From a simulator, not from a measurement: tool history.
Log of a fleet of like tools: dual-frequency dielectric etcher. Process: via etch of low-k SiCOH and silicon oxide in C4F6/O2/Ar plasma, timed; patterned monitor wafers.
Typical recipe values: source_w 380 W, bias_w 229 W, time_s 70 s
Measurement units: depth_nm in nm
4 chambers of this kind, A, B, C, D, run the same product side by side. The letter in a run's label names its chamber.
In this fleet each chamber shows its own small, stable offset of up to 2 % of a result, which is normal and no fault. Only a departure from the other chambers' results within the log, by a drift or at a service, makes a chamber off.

| run | day | source_w | bias_w | time_s | read-back reference wafer on the same gauge, depth_nm | depth_nm |
|---|---|---|---|---|---|---|
| 1D | 0.292 | 380 | 229 | 70 | 209.92 | 196.38 |
|  | 0.733 | chamber A: wet clean of the chamber |
| 2A | 0.925 | 380 | 229 | 70 | 209.97 | 194.01 |
| 3B | 1.512 | 380 | 229 | 70 | 209.94 | 193.35 |
| 4C | 2.104 | 380 | 229 | 70 | 210.08 | 188.89 |
| 5D | 2.512 | 380 | 229 | 70 | 209.81 | 195.62 |
| 6A | 3.083 | 380 | 229 | 70 | 210.32 | 194.37 |
| 7C | 3.708 | 380 | 276 | 70 | 210.27 | 201.74 |
| 8B | 4.246 | 380 | 276 | 70 | 209.86 | 204.84 |
| 9C | 4.783 | 380 | 276 | 70 | 210.35 | 201.69 |
| 10B | 5.296 | 380 | 276 | 70 | 209.95 | 206.28 |
| 11A | 5.808 | 380 | 229 | 70 | 209.65 | 195.13 |
| 12D | 6.129 | 380 | 181 | 85 | 210.12 | 219.58 |
| 13C | 6.571 | 380 | 181 | 85 | 210.16 | 213.77 |
|  | 6.696 | chamber B: wet clean of the chamber |
| 14A | 6.971 | 380 | 181 | 85 | 210.04 | 216.37 |
|  | 7.112 | chamber C: wet clean of the chamber |
| 15B | 7.350 | 380 | 181 | 85 | 209.91 | 207.24 |
| 16D | 7.796 | 380 | 229 | 70 | 209.72 | 193.33 |
| 17C | 8.092 | 380 | 229 | 70 | 210.03 | 189.88 |
| 18A | 8.446 | 380 | 229 | 70 | 210.02 | 194.24 |
| 19B | 8.733 | 380 | 229 | 70 | 210.08 | 184.67 |
| 20D | 9.296 | 380 | 229 | 70 | 209.98 | 196.56 |
| 21A | 9.825 | 380 | 229 | 70 | 210.09 | 195.85 |
| 22B | 10.379 | 380 | 229 | 70 | 210.03 | 184.07 |
|  | 10.492 | chamber C: bias power generator calibrated |
| 23D | 10.983 | 380 | 229 | 70 | 210.13 | 194.98 |
| 24C | 11.354 | 380 | 229 | 70 | 209.64 | 189.00 |

Read the log: is a single chamber off, either drifting away or since a service, is the gauge that measures every chamber drifting, or is nothing wrong beyond small per-chamber offsets? Name any odd chamber and what most likely caused it.

Chamber B has stood off from the others ever since a service on it.
What lies behind it: etch rate under this chamber's usual, % = 4.26.

Chamber B could run next with any of the 4 candidate recipes listed below; each alters the usual settings, and their results appear as question marks. Which one brings its results back in line with what the other chambers deliver on the usual settings?
In-line tolerance around the mean of the other chambers on the usual settings: depth_nm 3.10 nm
| 25B-1 | 11.808 | 380 | 228 | 69.0 |  | ? |
| 25B-2 | 11.808 | 380 | 230 | 71.0 |  | ? |
| 25B-3 | 11.808 | 380 | 227 | 67.5 |  | ? |
| 25B-4 | 11.808 | 380 | 231 | 72.5 |  | ? |

What the other chambers average on the usual settings: depth_nm 193.07 nm
| run | depth_nm |
|---|---|
| 25B-1 | 182.40 |
| 25B-2 | 188.24 |
| 25B-3 | 178.17 |
| 25B-4 | 192.49 |
25B-4 is the one that brings the chamber's results back in line with the other chambers.
